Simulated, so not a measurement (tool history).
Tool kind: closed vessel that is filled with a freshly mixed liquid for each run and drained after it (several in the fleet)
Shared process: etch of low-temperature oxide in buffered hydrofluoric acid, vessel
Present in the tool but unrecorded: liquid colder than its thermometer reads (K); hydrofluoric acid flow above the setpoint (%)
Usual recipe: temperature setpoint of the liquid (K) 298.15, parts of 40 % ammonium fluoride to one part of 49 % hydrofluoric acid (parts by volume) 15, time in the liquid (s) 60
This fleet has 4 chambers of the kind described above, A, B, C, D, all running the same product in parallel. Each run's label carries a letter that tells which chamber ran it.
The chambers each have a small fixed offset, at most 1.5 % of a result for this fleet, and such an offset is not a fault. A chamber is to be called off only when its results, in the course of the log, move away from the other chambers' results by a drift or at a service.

run,hour,temperature setpoint of the liquid (K),parts of 40 % ammonium fluoride to one part of 49 % hydrofluoric acid (parts by volume),time in the liquid (s),hours since the thermometer was replaced,hours since the hydrofluoric acid flow meter was replaced,"read-back film thickness of the low-temperature oxide reference wafer, read on the same gauge (nm)",thickness taken off the low-temperature oxide on a monitor wafer (Å)
1B,13,298.15,15,60,746.3,53,29.969,1639.6
2A,22,298.15,15,60,1385.2,138.5,30.005,1657.7
3C,31.6,298.15,15,60,2372.2,319.4,29.97,1654.3
4D,37.3,298.15,15,60,342.7,495.7,29.969,1651.9
5C,49.4,298.15,15,60,2390,337.2,30.035,1650.1
6B,55.9,298.15,15,60,789.2,95.9,30,1644
7D,62.9,294.65,15,70,368.3,521.3,29.983,1606.7
# hour 67.6: chamber C: hydrofluoric acid flow meter replaced
8A,69.8,294.65,15,70,1433,186.3,29.965,1597.6
9D,75.6,294.65,15,70,381,534,29.977,1613.4
10C,86.5,294.65,15,70,2427.1,19,29.983,1600.5
11A,95.8,298.15,15,60,1459,212.3,29.958,1658.7
12B,103.1,298.15,15,60,836.4,143.1,30.012,1625.5
13D,115,298.15,15,60,420.4,573.4,29.998,1651.1
14C,123,298.15,15,60,2463.6,55.5,30.028,1659.6
15B,129.7,298.15,15,60,863,169.7,30.026,1640
16A,137.8,298.15,15,60,1501,254.3,30.004,1657.9
17C,144.2,298.15,15,60,2484.8,76.7,30.018,1654.6
18B,156.2,298.15,15,60,889.5,196.2,29.993,1618.1
19A,163.2,298.15,15,60,1526.4,279.7,30,1664.1
20D,169.1,298.15,15,60,474.5,627.5,29.967,1657.7
21B,177.6,298.15,15,60,910.9,217.6,30.011,1598.5
22C,189.5,294.65,15,60,2530.1,122,30.004,1368.3
23A,201.3,294.65,15,60,1564.5,317.8,30.007,1353.1
24D,211.3,294.65,15,60,516.7,669.7,30.023,1377.5
25B,220.4,294.65,15,60,953.7,260.4,29.974,1312.4
26D,231.7,298.15,15,60,537.1,690.1,30.009,1650.1
27C,239.5,298.15,15,60,2580.1,172,30.036,1659.5
28A,245.9,298.15,15,60,1609.1,362.4,30.006,1652.9
29C,254.3,298.15,15,60,2594.9,186.8,30.009,1654.7
# hour 261: chamber D: thermometer replaced
30D,267.3,298.15,15,60,6.3,725.7,30.013,1666.3
31A,275.2,298.15,15,60,1638.4,391.7,29.965,1655.3
32B,283.9,298.15,15,60,1017.2,323.9,29.973,1568

Is one chamber out of step, is the gauge drifting, or do the chambers differ by no more than their own small offsets? For an off chamber, give its letter and the likeliest cause.

It is chamber B that slowly wanders off from its peers.
Likeliest cause: liquid colder than its thermometer reads (K) = 0.906.
The log might look much the same if the cause were instead: hydrofluoric acid flow below the setpoint (%).

Here are 4 candidates for chamber B's next run, each the usual settings with a change, their results left as question marks. Which one brings its results back in line with what the others give on the usual settings?
Allowed miss from the other chambers' usual-settings mean, per result, to count as in line: thickness taken off the low-temperature oxide on a monitor wafer (Å) 32
33B-1,293.2,298.15,16,60,,,,?
33B-2,293.2,300.15,15,60,,,,?
33B-3,293.2,298.65,14.5,60,,,,?
33B-4,293.2,298.15,15.5,55,,,,?

Usual-settings mean across the other chambers: thickness taken off the low-temperature oxide on a monitor wafer (Å) 1657.3
run,thickness taken off the low-temperature oxide on a monitor wafer (Å)
33B-1,1467.3
33B-2,1744.1
33B-3,1663.4
33B-4,1388.2
Change 33B-3 lands the chamber within the allowed miss of the other chambers.

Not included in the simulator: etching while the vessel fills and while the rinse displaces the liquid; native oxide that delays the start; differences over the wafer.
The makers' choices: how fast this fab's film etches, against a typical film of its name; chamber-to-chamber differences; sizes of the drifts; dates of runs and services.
